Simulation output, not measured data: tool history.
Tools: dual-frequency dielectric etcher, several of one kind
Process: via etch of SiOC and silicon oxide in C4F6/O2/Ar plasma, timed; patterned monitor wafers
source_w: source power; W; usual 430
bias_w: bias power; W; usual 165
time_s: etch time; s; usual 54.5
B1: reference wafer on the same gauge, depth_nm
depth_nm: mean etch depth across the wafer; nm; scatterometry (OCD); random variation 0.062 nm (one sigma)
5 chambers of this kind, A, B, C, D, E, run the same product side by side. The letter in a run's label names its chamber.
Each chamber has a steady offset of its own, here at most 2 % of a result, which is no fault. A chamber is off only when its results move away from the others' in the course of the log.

Run 1A, hour 4.9: usual settings; B1 51.597. Result: depth_nm 61.448 nm.
Run 2E, hour 9.6: usual settings; B1 51.580. Result: depth_nm 61.393 nm.
Run 3B, hour 19.2: usual settings; B1 51.592. Result: depth_nm 61.339 nm.
Run 4C, hour 26.7: usual settings; B1 51.572. Result: depth_nm 60.465 nm.
Run 5D, hour 34.4: usual settings; B1 51.567. Result: depth_nm 61.782 nm.
Run 6D, hour 42.8: usual settings; B1 51.561. Result: depth_nm 61.807 nm.
Run 7C, hour 48.8: usual settings; B1 51.552. Result: depth_nm 60.593 nm.
At hour 50.7: chamber B: wet clean of the chamber.
Run 8A, hour 53.4: usual settings; B1 51.553. Result: depth_nm 61.300 nm.
Run 9E, hour 58.0: usual settings; B1 51.544. Result: depth_nm 61.262 nm.
Run 10B, hour 63.8: usual settings; B1 51.537. Result: depth_nm 61.340 nm.
Run 11E, hour 71.8: usual settings; B1 51.539. Result: depth_nm 61.318 nm.
Run 12D, hour 77.5: usual settings but time_s 47.5 s; B1 51.553. Result: depth_nm 53.893 nm.
Run 13C, hour 85.7: usual settings but time_s 47.5 s; B1 51.534. Result: depth_nm 52.770 nm.
Run 14B, hour 94.2: usual settings but time_s 47.5 s; B1 51.515. Result: depth_nm 53.407 nm.
Run 15A, hour 99.0: usual settings but time_s 47.5 s; B1 51.516. Result: depth_nm 53.582 nm.
Run 16B, hour 106.1: usual settings but time_s 47.5 s; B1 51.514. Result: depth_nm 53.420 nm.
Run 17A, hour 112.5: usual settings; B1 51.505. Result: depth_nm 61.403 nm.
Run 18C, hour 121.0: usual settings; B1 51.504. Result: depth_nm 60.383 nm.
Run 19E, hour 128.8: usual settings; B1 51.489. Result: depth_nm 61.143 nm.
Run 20D, hour 138.1: usual settings; B1 51.475. Result: depth_nm 61.767 nm.
Run 21A, hour 145.9: usual settings but source_w 520 W; B1 51.486. Result: depth_nm 66.100 nm.
Run 22D, hour 154.2: usual settings but source_w 520 W; B1 51.480. Result: depth_nm 66.538 nm.
At hour 158.3: chamber C: source power generator calibrated.
Run 23E, hour 164.2: usual settings but source_w 520 W; B1 51.480. Result: depth_nm 65.935 nm.
Run 24B, hour 168.9: usual settings but source_w 520 W; B1 51.461. Result: depth_nm 65.946 nm.
Run 25C, hour 173.9: usual settings but source_w 520 W; B1 51.448. Result: depth_nm 65.071 nm.
Run 26B, hour 179.4: usual settings; B1 51.457. Result: depth_nm 61.162 nm.
Run 27E, hour 187.4: usual settings but source_w 510 W; B1 51.454. Result: depth_nm 65.435 nm.
Run 28C, hour 194.5: usual settings but source_w 510 W; B1 51.446. Result: depth_nm 64.573 nm.
At hour 196.0: chamber E: wet clean of the chamber.
Run 29A, hour 199.4: usual settings but source_w 510 W; B1 51.434. Result: depth_nm 65.724 nm.
Run 30D, hour 209.6: usual settings but source_w 510 W; B1 51.435. Result: depth_nm 65.974 nm.
Run 31D, hour 219.3: usual settings but source_w 510 W; B1 51.417. Result: depth_nm 65.966 nm.
Run 32E, hour 224.5: usual settings but source_w 350 W; B1 51.425. Result: depth_nm 56.362 nm.
Run 33A, hour 230.2: usual settings but source_w 350 W; B1 51.404. Result: depth_nm 56.614 nm.
Run 34C, hour 236.8: usual settings but source_w 350 W; B1 51.406. Result: depth_nm 55.724 nm.
Run 35B, hour 244.2: usual settings but source_w 350 W; B1 51.395. Result: depth_nm 56.382 nm.
Run 36A, hour 251.0: usual settings but source_w 350 W; B1 51.390. Result: depth_nm 56.550 nm.
Run 37C, hour 259.0: usual settings but source_w 480 W; B1 51.379. Result: depth_nm 63.136 nm.

What goes on in this fleet: one chamber off, a drifting gauge, or nothing beyond the chambers' own small offsets? Name the chamber and the cause, if any.

The gauge drifts, so all chambers seem to drift together. No chamber is off.
Cause: gauge reads low (%) = 0.413.
